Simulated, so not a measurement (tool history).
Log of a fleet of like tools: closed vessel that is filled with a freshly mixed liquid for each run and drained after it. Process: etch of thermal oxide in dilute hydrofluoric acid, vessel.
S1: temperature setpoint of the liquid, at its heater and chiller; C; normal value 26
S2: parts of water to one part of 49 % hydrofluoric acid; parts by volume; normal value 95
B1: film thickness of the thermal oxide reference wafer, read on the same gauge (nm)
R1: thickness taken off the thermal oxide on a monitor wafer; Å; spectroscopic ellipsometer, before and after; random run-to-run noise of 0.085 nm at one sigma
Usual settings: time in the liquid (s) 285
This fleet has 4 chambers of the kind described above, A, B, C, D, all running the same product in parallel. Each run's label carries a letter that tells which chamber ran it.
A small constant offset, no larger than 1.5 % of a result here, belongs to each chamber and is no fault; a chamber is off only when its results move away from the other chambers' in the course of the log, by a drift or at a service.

Run 1D, day 0.379: usual settings; B1 49.995. Result: R1 154.57 Å.
Run 2C, day 0.708: usual settings; B1 49.982. Result: R1 153.74 Å.
Run 3A, day 1.05: usual settings; B1 50. Result: R1 155.14 Å.
Run 4B, day 1.288: usual settings; B1 50.012. Result: R1 155.5 Å.
Run 5A, day 1.542: usual settings; B1 50.008. Result: R1 156.35 Å.
Run 6B, day 1.829: usual settings; B1 49.997. Result: R1 157.43 Å.
Run 7C, day 2.108: usual settings; B1 50.009. Result: R1 154.92 Å.
Run 8D, day 2.317: usual settings; B1 50.009. Result: R1 154.19 Å.
Run 9A, day 2.492: usual settings but S2 130 parts by volume; B1 50.002. Result: R1 109.87 Å.
Run 10B, day 2.812: usual settings but S2 130 parts by volume; B1 49.991. Result: R1 109.08 Å.
Run 11D, day 3: usual settings but S2 130 parts by volume; B1 49.997. Result: R1 106.76 Å.
Run 12C, day 3.217: usual settings but S2 130 parts by volume; B1 50.018. Result: R1 109.77 Å.
Run 13C, day 3.425: usual settings; B1 50.011. Result: R1 158.35 Å.
Run 14D, day 3.7: usual settings; B1 49.991. Result: R1 153.76 Å.
Run 15A, day 3.967: usual settings; B1 50.011. Result: R1 156.78 Å.
Run 16B, day 4.204: usual settings; B1 49.996. Result: R1 156.44 Å.
Run 17A, day 4.438: usual settings; B1 49.992. Result: R1 157.3 Å.
Run 18B, day 4.738: usual settings; B1 49.996. Result: R1 155.91 Å.
Run 19D, day 5.108: usual settings; B1 50.015. Result: R1 153.25 Å.
Run 20C, day 5.483: usual settings; B1 49.99. Result: R1 162.62 Å.
Run 21C, day 5.871: usual settings; B1 49.978. Result: R1 163.84 Å.
Run 22B, day 6.05: usual settings; B1 50.007. Result: R1 155.2 Å.
Run 23A, day 6.421: usual settings; B1 49.986. Result: R1 157.39 Å.
Run 24D, day 6.617: usual settings; B1 50.001. Result: R1 152.93 Å.
Run 25C, day 6.979: usual settings but S1 23.5 C, S2 145 parts by volume; B1 50.006. Result: R1 93.211 Å.
Run 26B, day 7.15: usual settings but S1 23.5 C, S2 145 parts by volume; B1 49.999. Result: R1 87.47 Å.

Decide between three cases: one chamber stands off from its peers, the gauge reading all wafers drifts, or nothing is wrong past each chamber's small offset. Where a chamber is off, say which and what most likely put it there.

Chamber C drifts away from the others.
Likeliest cause: liquid hotter than its thermometer reads (K) = 2.07.
The log may not tell that from: hydrofluoric acid flow above the setpoint (%).

Here are 4 candidates for chamber C's next run, each the usual settings with a change, their results left as question marks. Which one brings its results back in line with what the others give on the usual settings?
A result is in line if it is within this distance of the other chambers' mean on the usual settings: R1 3 Å
Run 27C-1, day 7.433: usual settings but S1 23 C. Result: R1 ?.
Run 27C-2, day 7.433: usual settings but S2 90 parts by volume, time in the liquid (s) 305. Result: R1 ?.
Run 27C-3, day 7.433: usual settings but S1 24 C. Result: R1 ?.
Run 27C-4, day 7.433: usual settings but S1 28 C. Result: R1 ?.

Average result of the remaining chambers running the usual settings: R1 155.81 Å
  run      R1
27C-1  149.29
27C-2  190.89
27C-3  155.32
27C-4  181.12
27C-3 is the one that brings the chamber's results back in line with the other chambers.
